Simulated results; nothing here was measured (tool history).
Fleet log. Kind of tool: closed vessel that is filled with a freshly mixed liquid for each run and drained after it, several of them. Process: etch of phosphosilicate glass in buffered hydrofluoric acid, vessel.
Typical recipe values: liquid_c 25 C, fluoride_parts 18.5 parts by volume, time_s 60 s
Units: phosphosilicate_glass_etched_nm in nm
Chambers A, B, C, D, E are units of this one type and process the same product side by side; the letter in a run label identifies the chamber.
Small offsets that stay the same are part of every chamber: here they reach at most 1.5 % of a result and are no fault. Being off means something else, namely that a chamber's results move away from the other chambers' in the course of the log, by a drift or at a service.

| run | day | liquid_c | fluoride_parts | time_s | read-back film thickness of the phosphosilicate glass reference wafer, read on the same gauge (nm) | phosphosilicate_glass_etched_nm |
|---|---|---|---|---|---|---|
| 1B | 0.379 | 25 | 18.5 | 60 | 100.01 | 158.78 |
| 2E | 0.846 | 25 | 18.5 | 60 | 99.987 | 160.99 |
| 3C | 1.25 | 25 | 18.5 | 60 | 99.996 | 159.6 |
| 4D | 1.538 | 25 | 18.5 | 60 | 100 | 158.19 |
| 5A | 2.017 | 25 | 18.5 | 60 | 99.997 | 160.99 |
| 6E | 2.554 | 25 | 18.5 | 60 | 99.996 | 160.45 |
| 7B | 2.883 | 21 | 18.5 | 35 | 99.996 | 73.845 |
| 8D | 3.417 | 21 | 18.5 | 35 | 99.997 | 74.537 |
| 9A | 3.908 | 21 | 18.5 | 35 | 99.991 | 75.075 |
| 10C | 4.45 | 21 | 18.5 | 35 | 100 | 75.43 |
| 11B | 4.729 | 21 | 18.5 | 35 | 99.969 | 74.669 |
| 12D | 5.033 | 25 | 18.5 | 60 | 99.997 | 157.81 |
| 13A | 5.304 | 25 | 18.5 | 60 | 99.994 | 159.75 |
|  | 5.454 | chamber D: hydrofluoric acid flow meter replaced |
|  | 5.492 | chamber C: hydrofluoric acid flow meter replaced |
| 14E | 5.688 | 25 | 18.5 | 60 | 100.01 | 158.53 |
| 15C | 5.988 | 25 | 18.5 | 60 | 100.01 | 158.63 |
|  | 6.146 | chamber A: thermometer replaced |
| 16D | 6.333 | 25 | 18.5 | 60 | 99.979 | 157.64 |
| 17A | 6.879 | 25 | 18.5 | 60 | 99.973 | 162.82 |
| 18C | 7.388 | 25 | 18.5 | 60 | 99.978 | 158.65 |
| 19B | 7.804 | 25 | 18.5 | 60 | 99.974 | 157.96 |
| 20E | 8.25 | 25 | 18.5 | 60 | 99.979 | 154.06 |
| 21A | 8.558 | 25 | 18.5 | 60 | 100 | 162.27 |
| 22C | 9.021 | 25 | 21.5 | 95 | 99.979 | 219.73 |
| 23B | 9.521 | 25 | 21.5 | 95 | 100 | 219.8 |
| 24E | 9.925 | 25 | 21.5 | 95 | 100 | 216.82 |
| 25D | 10.454 | 25 | 21.5 | 95 | 100.03 | 219.52 |
| 26B | 10.975 | 25 | 21.5 | 95 | 99.999 | 220.74 |
| 27D | 11.246 | 25 | 18.5 | 60 | 100.01 | 161.08 |
| 28A | 11.675 | 25 | 18.5 | 60 | 100.02 | 163.18 |
| 29C | 12.129 | 25 | 18.5 | 60 | 100.01 | 158.43 |
| 30E | 12.679 | 21.5 | 18.5 | 70 | 99.987 | 145.23 |

Which is it: a chamber that has drifted or been left off by a service, a gauge drift common to all chambers, or only each chamber's usual small offset? If a chamber is off, name it and its likeliest cause.

Chamber E drifts away from the others.
Cause: liquid colder than its thermometer reads (K) = 1.31.
The log may not separate it from: hydrofluoric acid flow below the setpoint (%).

Chamber E could run next with any of the 4 candidate recipes listed below; each alters the usual settings, and their results appear as question marks. Which one brings its results back in line with what the other chambers deliver on the usual settings?
Counts as in line when no further than this from what the other chambers average on the usual settings: phosphosilicate_glass_etched_nm 3 nm
| 31E-1 | 13.121 | 24 | 18.5 | 60 |  | ? |
| 31E-2 | 13.121 | 25 | 18 | 60 |  | ? |
| 31E-3 | 13.121 | 26 | 18.5 | 60 |  | ? |
| 31E-4 | 13.121 | 25 | 19 | 60 |  | ? |

Mean of the other chambers on the usual settings: phosphosilicate_glass_etched_nm 159.34 nm
| run | phosphosilicate_glass_etched_nm |
|---|---|
| 31E-1 | 141.69 |
| 31E-2 | 153.82 |
| 31E-3 | 158.2 |
| 31E-4 | 145.96 |
31E-3 brings the chamber back in line.
